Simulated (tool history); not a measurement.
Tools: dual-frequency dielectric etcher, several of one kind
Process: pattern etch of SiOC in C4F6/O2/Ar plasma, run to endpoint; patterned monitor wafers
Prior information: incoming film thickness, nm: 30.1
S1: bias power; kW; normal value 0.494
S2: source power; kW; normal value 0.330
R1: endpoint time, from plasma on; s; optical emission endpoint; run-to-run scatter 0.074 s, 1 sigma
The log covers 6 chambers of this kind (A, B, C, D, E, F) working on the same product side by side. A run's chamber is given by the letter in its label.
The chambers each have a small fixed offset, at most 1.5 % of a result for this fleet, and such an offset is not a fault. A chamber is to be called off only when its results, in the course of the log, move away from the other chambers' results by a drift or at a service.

Run 1D, hour 6.6: usual settings. Result: R1 10.880 s.
Run 2B, hour 11.1: usual settings. Result: R1 11.030 s.
Run 3C, hour 14.6: usual settings. Result: R1 10.930 s.
Run 4F, hour 21.3: usual settings. Result: R1 10.911 s.
Run 5A, hour 28.7: usual settings. Result: R1 10.710 s.
Run 6E, hour 33.6: usual settings. Result: R1 10.880 s.
Run 7E, hour 38.3: usual settings. Result: R1 11.059 s.
Run 8D, hour 45.0: usual settings. Result: R1 10.817 s.
Run 9A, hour 50.9: usual settings but S1 0.537 kW. Result: R1 10.507 s.
Run 10F, hour 54.8: usual settings but S1 0.537 kW. Result: R1 10.393 s.
Run 11B, hour 60.4: usual settings but S1 0.537 kW. Result: R1 10.633 s.
Run 12C, hour 65.0: usual settings but S1 0.537 kW. Result: R1 10.655 s.
Run 13D, hour 71.8: usual settings but S1 0.537 kW. Result: R1 10.420 s.
Run 14A, hour 77.1: usual settings but S1 0.537 kW. Result: R1 10.498 s.
Run 15B, hour 82.8: usual settings. Result: R1 11.058 s.
Run 16E, hour 88.5: usual settings. Result: R1 11.144 s.
Run 17F, hour 95.9: usual settings. Result: R1 10.967 s.
Run 18C, hour 102.9: usual settings. Result: R1 11.071 s.
At hour 108.3: chamber D: wet clean of the chamber.
Run 19A, hour 109.5: usual settings. Result: R1 10.843 s.
Run 20B, hour 112.9: usual settings but S1 0.581 kW, S2 0.300 kW. Result: R1 10.844 s.
Run 21E, hour 116.8: usual settings but S1 0.581 kW, S2 0.300 kW. Result: R1 10.942 s.
Run 22D, hour 122.5: usual settings but S1 0.581 kW, S2 0.300 kW. Result: R1 10.712 s.
At hour 125.0: chamber B: wet clean of the chamber.
Run 23C, hour 127.0: usual settings but S1 0.581 kW, S2 0.300 kW. Result: R1 10.931 s.
Run 24F, hour 132.8: usual settings but S1 0.581 kW, S2 0.300 kW. Result: R1 10.563 s.
Run 25C, hour 139.2: usual settings but S1 0.581 kW, S2 0.300 kW. Result: R1 10.829 s.
Run 26B, hour 145.8: usual settings. Result: R1 10.906 s.
Run 27D, hour 152.8: usual settings. Result: R1 10.944 s.
Run 28E, hour 157.1: usual settings. Result: R1 11.339 s.
Run 29F, hour 164.3: usual settings. Result: R1 10.821 s.
Run 30A, hour 168.5: usual settings. Result: R1 10.789 s.
Run 31D, hour 174.7: usual settings. Result: R1 10.827 s.
Run 32E, hour 178.1: usual settings. Result: R1 11.431 s.
Run 33B, hour 184.4: usual settings. Result: R1 11.048 s.
Run 34A, hour 188.1: usual settings. Result: R1 10.822 s.
Run 35F, hour 191.8: usual settings. Result: R1 10.759 s.
Run 36C, hour 198.8: usual settings. Result: R1 11.030 s.
Run 37E, hour 202.8: usual settings. Result: R1 11.610 s.

Next, every chamber runs the same settings. What will each give?
Run 38A, hour 208.3: usual settings but S1 0.406 kW. Result: R1 ?.
Run 38B, hour 208.3: usual settings but S1 0.406 kW. Result: R1 ?.
Run 38C, hour 208.3: usual settings but S1 0.406 kW. Result: R1 ?.
Run 38D, hour 208.3: usual settings but S1 0.406 kW. Result: R1 ?.
Run 38E, hour 208.3: usual settings but S1 0.406 kW. Result: R1 ?.
Run 38F, hour 208.3: usual settings but S1 0.406 kW. Result: R1 ?.

run      R1
38A  11.436
38B  11.878
38C  11.832
38D  11.838
38E  12.514
38F  11.738

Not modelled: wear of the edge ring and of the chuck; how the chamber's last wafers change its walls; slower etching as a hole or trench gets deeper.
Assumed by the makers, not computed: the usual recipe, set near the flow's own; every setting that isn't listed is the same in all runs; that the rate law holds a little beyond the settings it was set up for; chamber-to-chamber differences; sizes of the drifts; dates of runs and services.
